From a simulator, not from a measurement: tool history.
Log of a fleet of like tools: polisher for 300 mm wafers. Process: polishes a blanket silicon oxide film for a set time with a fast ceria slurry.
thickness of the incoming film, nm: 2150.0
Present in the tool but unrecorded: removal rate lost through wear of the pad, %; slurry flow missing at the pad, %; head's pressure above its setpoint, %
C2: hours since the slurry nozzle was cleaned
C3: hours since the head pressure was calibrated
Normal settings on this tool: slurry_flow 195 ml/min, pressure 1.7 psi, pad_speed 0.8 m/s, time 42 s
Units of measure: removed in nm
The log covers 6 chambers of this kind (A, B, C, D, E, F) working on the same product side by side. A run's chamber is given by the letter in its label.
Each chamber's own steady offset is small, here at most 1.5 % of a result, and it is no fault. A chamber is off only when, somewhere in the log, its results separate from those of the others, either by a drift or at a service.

Run 1D, hour 2.5: usual settings; wafers polished on this pad 1571; C2 85.6; C3 493.3. Result: removed 372.11 nm.
Run 2B, hour 4.7: usual settings; wafers polished on this pad 750; C2 314.6; C3 794.2. Result: removed 369.81 nm.
At hour 6.7: chamber D: worn pad replaced by a new one.
Run 3C, hour 7.3: usual settings; wafers polished on this pad 262; C2 622.5; C3 625.8. Result: removed 375.26 nm.
Run 4E, hour 9.6: usual settings; wafers polished on this pad 434; C2 25.3; C3 1022.4. Result: removed 377.01 nm.
Run 5A, hour 11.6: usual settings; wafers polished on this pad 194; C2 275.5; C3 191.5. Result: removed 378.34 nm.
Run 6F, hour 13.9: usual settings; wafers polished on this pad 224; C2 345.7; C3 1038.1. Result: removed 369.54 nm.
Run 7E, hour 16.2: usual settings; wafers polished on this pad 483; C2 31.9; C3 1029. Result: removed 381.28 nm.
Run 8D, hour 18.5: usual settings; wafers polished on this pad 87; C2 101.6; C3 509.3. Result: removed 375.17 nm.
Run 9C, hour 21.7: usual settings; wafers polished on this pad 369; C2 636.9; C3 640.2. Result: removed 375.2 nm.
At hour 23.5: chamber E: worn pad replaced by a new one.
Run 10A, hour 24.1: usual settings; wafers polished on this pad 286; C2 288; C3 204. Result: removed 374.26 nm.
Run 11B, hour 26.4: usual settings; wafers polished on this pad 910; C2 336.3; C3 815.9. Result: removed 374.6 nm.
Run 12F, hour 30.1: usual settings; wafers polished on this pad 344; C2 361.9; C3 1054.3. Result: removed 369.29 nm.
Run 13C, hour 32.5: usual settings; wafers polished on this pad 449; C2 647.7; C3 651. Result: removed 375.9 nm.
Run 14E, hour 35.3: usual settings; wafers polished on this pad 87; C2 51; C3 1048.1. Result: removed 376.28 nm.
Run 15F, hour 37.7: usual settings; wafers polished on this pad 400; C2 369.5; C3 1061.9. Result: removed 364.37 nm.
Run 16D, hour 40.5: usual settings; wafers polished on this pad 250; C2 123.6; C3 531.3. Result: removed 368.85 nm.
At hour 41.3: chamber C: worn pad replaced by a new one.
Run 17A, hour 43.7: usual settings but pad_speed 1 m/s; wafers polished on this pad 431; C2 307.6; C3 223.6. Result: removed 464.79 nm.
Run 18B, hour 46.8: usual settings but pad_speed 1 m/s; wafers polished on this pad 1061; C2 356.7; C3 836.3. Result: removed 464.69 nm.
Run 19C, hour 49.7: usual settings but pad_speed 1 m/s; wafers polished on this pad 62; C2 664.9; C3 668.2. Result: removed 464.71 nm.
Run 20E, hour 53.4: usual settings but pad_speed 1 m/s; wafers polished on this pad 221; C2 69.1; C3 1066.2. Result: removed 467.42 nm.
Run 21F, hour 56.5: usual settings but pad_speed 1 m/s; wafers polished on this pad 539; C2 388.3; C3 1080.7. Result: removed 457.78 nm.
Run 22A, hour 59.6: usual settings but pad_speed 1 m/s; wafers polished on this pad 549; C2 323.5; C3 239.5. Result: removed 469.52 nm.
Run 23D, hour 63.7: usual settings; wafers polished on this pad 422; C2 146.8; C3 554.5. Result: removed 373.59 nm.
At hour 63.8: chamber F: worn pad replaced by a new one.
Run 24B, hour 65.8: usual settings; wafers polished on this pad 1202; C2 375.7; C3 855.3. Result: removed 376.97 nm.
Run 25A, hour 69.7: usual settings; wafers polished on this pad 624; C2 333.6; C3 249.6. Result: removed 375.66 nm.
At hour 71.3: chamber A: worn pad replaced by a new one.
Run 26F, hour 71.6: usual settings; wafers polished on this pad 57; C2 403.4; C3 1095.8. Result: removed 373.13 nm.
Run 27D, hour 75.8: usual settings but pressure 2.1 psi, pad_speed 1.04 m/s; wafers polished on this pad 512; C2 158.9; C3 566.6. Result: removed 599.43 nm.
At hour 77.1: chamber E: head pressure recalibrated.
Run 28B, hour 79.8: usual settings but pressure 2.1 psi, pad_speed 1.04 m/s; wafers polished on this pad 1306; C2 389.7; C3 869.3. Result: removed 601.11 nm.
At hour 80.2: chamber B: worn pad replaced by a new one.
Run 29C, hour 83.8: usual settings but pressure 2.1 psi, pad_speed 1.04 m/s; wafers polished on this pad 314; C2 699; C3 702.3. Result: removed 604.9 nm.
Run 30E, hour 86.8: usual settings but pressure 2.1 psi, pad_speed 1.04 m/s; wafers polished on this pad 469; C2 102.5; C3 9.7. Result: removed 594.99 nm.
Run 31F, hour 89.8: usual settings but pressure 2.1 psi, pad_speed 1.04 m/s; wafers polished on this pad 192; C2 421.6; C3 1114. Result: removed 591.81 nm.
Run 32B, hour 92: usual settings but pressure 2.1 psi, pad_speed 1.04 m/s; wafers polished on this pad 87; C2 401.9; C3 881.5. Result: removed 606.17 nm.
At hour 92.5: chamber C: head pressure recalibrated.
Run 33C, hour 94.5: usual settings; wafers polished on this pad 394; C2 709.7; C3 2. Result: removed 374.52 nm.
Run 34A, hour 98.5: usual settings but pressure 2.1 psi, pad_speed 0.58 m/s; wafers polished on this pad 201; C2 362.4; C3 278.4. Result: removed 337.32 nm.
Run 35D, hour 102: usual settings but pressure 2.1 psi, pad_speed 0.58 m/s; wafers polished on this pad 706; C2 185.1; C3 592.8. Result: removed 334.95 nm.
At hour 102.5: chamber E: worn pad replaced by a new one.
Run 36E, hour 105.6: usual settings but pressure 2.1 psi, pad_speed 0.58 m/s; wafers polished on this pad 23; C2 121.3; C3 28.5. Result: removed 334.02 nm.
Run 37F, hour 109.4: usual settings but pressure 2.1 psi, pad_speed 0.58 m/s; wafers polished on this pad 337; C2 441.2; C3 1133.6. Result: removed 330.2 nm.
Run 38D, hour 113.4: usual settings but pressure 2.1 psi, pad_speed 0.58 m/s; wafers polished on this pad 790; C2 196.5; C3 604.2. Result: removed 339.41 nm.

Is one chamber out of step, is the gauge drifting, or do the chambers differ by no more than their own small offsets? For an off chamber, give its letter and the likeliest cause.

All chambers stay in line apart from their small fixed offsets, and the gauge does not drift.
